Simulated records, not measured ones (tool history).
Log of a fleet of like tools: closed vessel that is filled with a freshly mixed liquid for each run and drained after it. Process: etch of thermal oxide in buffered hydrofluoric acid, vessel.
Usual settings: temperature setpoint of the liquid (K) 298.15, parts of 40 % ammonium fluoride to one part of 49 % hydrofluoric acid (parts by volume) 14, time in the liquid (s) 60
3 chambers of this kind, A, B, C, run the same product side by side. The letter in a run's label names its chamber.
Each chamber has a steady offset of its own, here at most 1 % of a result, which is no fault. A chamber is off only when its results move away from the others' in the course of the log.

run	day	temperature setpoint of the liquid (K)	parts of 40 % ammonium fluoride to one part of 49 % hydrofluoric acid (parts by volume)	time in the liquid (s)	hours since the thermometer was replaced	hours since the hydrofluoric acid flow meter was replaced	read-back film thickness of the thermal oxide reference wafer, read on the same gauge (nm)	thickness taken off the thermal oxide on a monitor wafer (angstrom)
1A	0.271	298.15	14	60	2263	286.3	150.03	524.59
2B	0.667	298.15	14	60	1340.7	467.2	149.98	531.5
3C	1.246	298.15	14	60	863.4	474.9	149.99	523.6
# day 1.6: chamber C: hydrofluoric acid flow meter replaced
4B	1.817	298.15	14	60	1368.3	494.8	150.04	525.91
5C	2.088	298.15	14	60	883.6	11.7	149.99	525.59
6A	2.658	298.15	14	60	2320.3	343.6	149.99	526.63
7C	2.971	298.15	14	60	904.8	32.9	149.97	525.62
8A	3.225	298.15	14	60	2333.9	357.2	149.98	525.04
9B	3.658	298.15	9.5	60	1412.5	539	150.02	757.04
10A	4.154	298.15	9.5	60	2356.2	379.5	149.99	755.53
11C	4.467	298.15	9.5	60	940.7	68.8	150.05	748.29
12B	4.892	298.15	14	60	1442.1	568.6	149.97	525.93
13B	5.312	298.15	14	60	1452.2	578.7	150	528.53
14C	5.596	298.15	14	60	967.8	95.9	150.03	522.08
# day 5.688: chamber A: hydrofluoric acid flow meter replaced
15A	6.183	294.65	9.5	60	2404.9	12	149.99	617.33
16B	6.458	294.65	9.5	60	1479.7	606.2	150	620.36
17C	6.812	294.65	9.5	60	997	125.1	150.02	614.88
18A	7.238	298.15	14	60	2430.2	37.3	149.99	524.59
19B	7.625	298.15	14	60	1507.7	634.2	150	523.52
20C	8.054	298.15	14	60	1026.8	154.9	149.99	523.13
21A	8.375	298.15	14	60	2457.5	64.6	150.01	523.93
22B	8.792	298.15	14	60	1535.7	662.2	150	529.5
23A	9.246	298.15	14	60	2478.4	85.5	150	530.82
24C	9.712	298.15	14	60	1066.6	194.7	150.01	524.49
25A	10.212	298.15	14	60	2501.6	108.7	150.03	528.94
26B	10.588	298.15	14	60	1578.8	705.3	149.98	531.38
27C	10.979	298.15	14	60	1097	225.1	149.99	524.22
28B	11.354	298.15	14	60	1597.2	723.7	150	524.85
29A	11.746	298.15	14	60	2538.4	145.5	150	535.05
30C	12.258	298.15	14	60	1127.7	255.8	150.03	516.12
31A	12.65	298.15	14	60	2560.1	167.2	149.97	525.32
32C	13.229	298.15	14	60	1151	279.1	150.02	523.64
33B	13.5	298.15	14	60	1648.7	775.2	150.02	527.54
# day 13.542: chamber A: thermometer replaced
34B	14.058	298.15	14	60	1662.1	788.6	149.98	530.29
35A	14.654	298.15	14	60	26.7	215.3	150	524.12
36C	15.071	298.15	14	60	1195.2	323.3	150.01	525.27
37A	15.454	298.15	14	60	45.9	234.5	150	528.29
38C	16.021	294.65	14	35	1218	346.1	150.02	251.44
39B	16.517	294.65	14	35	1721.1	847.6	150.01	252.05
40A	16.958	294.65	14	35	82	270.6	149.99	252.48

Next, every chamber runs the same settings. What will each give?
41A	17.383	298.15	16	60				?
41B	17.383	298.15	16	60				?
41C	17.383	298.15	16	60				?

run	thickness taken off the thermal oxide on a monitor wafer (angstrom)
41A	464.34
41B	459.69
41C	456.37
